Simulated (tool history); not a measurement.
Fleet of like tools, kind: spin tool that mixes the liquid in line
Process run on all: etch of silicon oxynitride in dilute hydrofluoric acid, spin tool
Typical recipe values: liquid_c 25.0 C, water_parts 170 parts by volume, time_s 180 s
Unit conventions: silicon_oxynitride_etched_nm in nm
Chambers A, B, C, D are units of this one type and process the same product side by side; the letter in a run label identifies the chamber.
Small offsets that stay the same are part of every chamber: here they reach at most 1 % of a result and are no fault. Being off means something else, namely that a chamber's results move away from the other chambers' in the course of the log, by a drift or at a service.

run   hour  liquid_c  water_parts  time_s  read-back film thickness of the silicon oxynitride reference wafer, read on the same gauge (nm)  silicon_oxynitride_etched_nm
 1C    8.0      25.0          170     180                                                                                           50.001                        2.7493
 2B   14.0      25.0          170     180                                                                                           50.006                        2.7080
 3D   19.8      25.0          170     180                                                                                           49.991                        2.7646
 4A   25.9      25.0          170     180                                                                                           50.011                        2.7263
 5B   31.2      25.0          170     180                                                                                           50.002                        2.7446
 6C   37.8      25.0          170     180                                                                                           49.981                        2.7868
 7A   47.0      25.0          170     180                                                                                           50.013                        2.7701
 8D   55.6      25.0          170     180                                                                                           49.992                        2.7588
 9B   65.2      25.0          170     180                                                                                           50.000                        2.7135
10D   71.7      25.0          170     180                                                                                           50.010                        2.7575
11A   76.2      25.0          170     180                                                                                           49.994                        2.7354
12C   82.6      25.0          170     180                                                                                           50.010                        2.7472
13C   92.1      25.0          170     180                                                                                           50.002                        2.7391
14D  101.1      28.5          170     180                                                                                           49.988                        3.1579
15A  107.7      28.5          170     180                                                                                           50.016                        3.1789
16B  112.2      28.5          170     180                                                                                           50.008                        3.1670
17C  117.3      28.5          170     180                                                                                           50.027                        3.2378
18D  124.6      25.0          170     180                                                                                           50.014                        2.7373
19A  134.0      25.0          170     180                                                                                           50.001                        2.7463
20B  138.6      25.0          170     180                                                                                           49.983                        2.7090
21A  147.0      25.0          170     180                                                                                           49.996                        2.7555
22D  153.9      25.0          170     180                                                                                           50.001                        2.7348
     154.4  -- chamber A: hydrofluoric acid flow meter replaced
23C  158.9      25.0          170     180                                                                                           49.989                        2.7293
24B  168.8      25.0          170     180                                                                                           50.006                        2.7008
25B  177.8      25.0          170     180                                                                                           49.996                        2.7019
26C  186.2      25.0          170     180                                                                                           50.010                        2.7616
27A  195.5      25.0          170     180                                                                                           50.003                        2.7579
28D  200.1      25.0          170     180                                                                                           50.005                        2.7342
29D  205.5      25.0          170     180                                                                                           50.013                        2.7978
30C  213.1      25.0          170     180                                                                                           50.018                        2.7533
31A  218.7      25.0          170     180                                                                                           49.980                        2.7442
32B  227.3      25.0          170     180                                                                                           49.993                        2.7179
33C  234.5      25.0          105     180                                                                                           50.002                        4.7295
34D  239.5      25.0          105     180                                                                                           50.002                        4.7377
35B  246.0      25.0          105     180                                                                                           49.991                        4.5930

Is one chamber out of step, is the gauge drifting, or do the chambers differ by no more than their own small offsets? For an off chamber, give its letter and the likeliest cause.

No chamber is off and the gauge is stable; the differences are just each chamber's small, constant offset.

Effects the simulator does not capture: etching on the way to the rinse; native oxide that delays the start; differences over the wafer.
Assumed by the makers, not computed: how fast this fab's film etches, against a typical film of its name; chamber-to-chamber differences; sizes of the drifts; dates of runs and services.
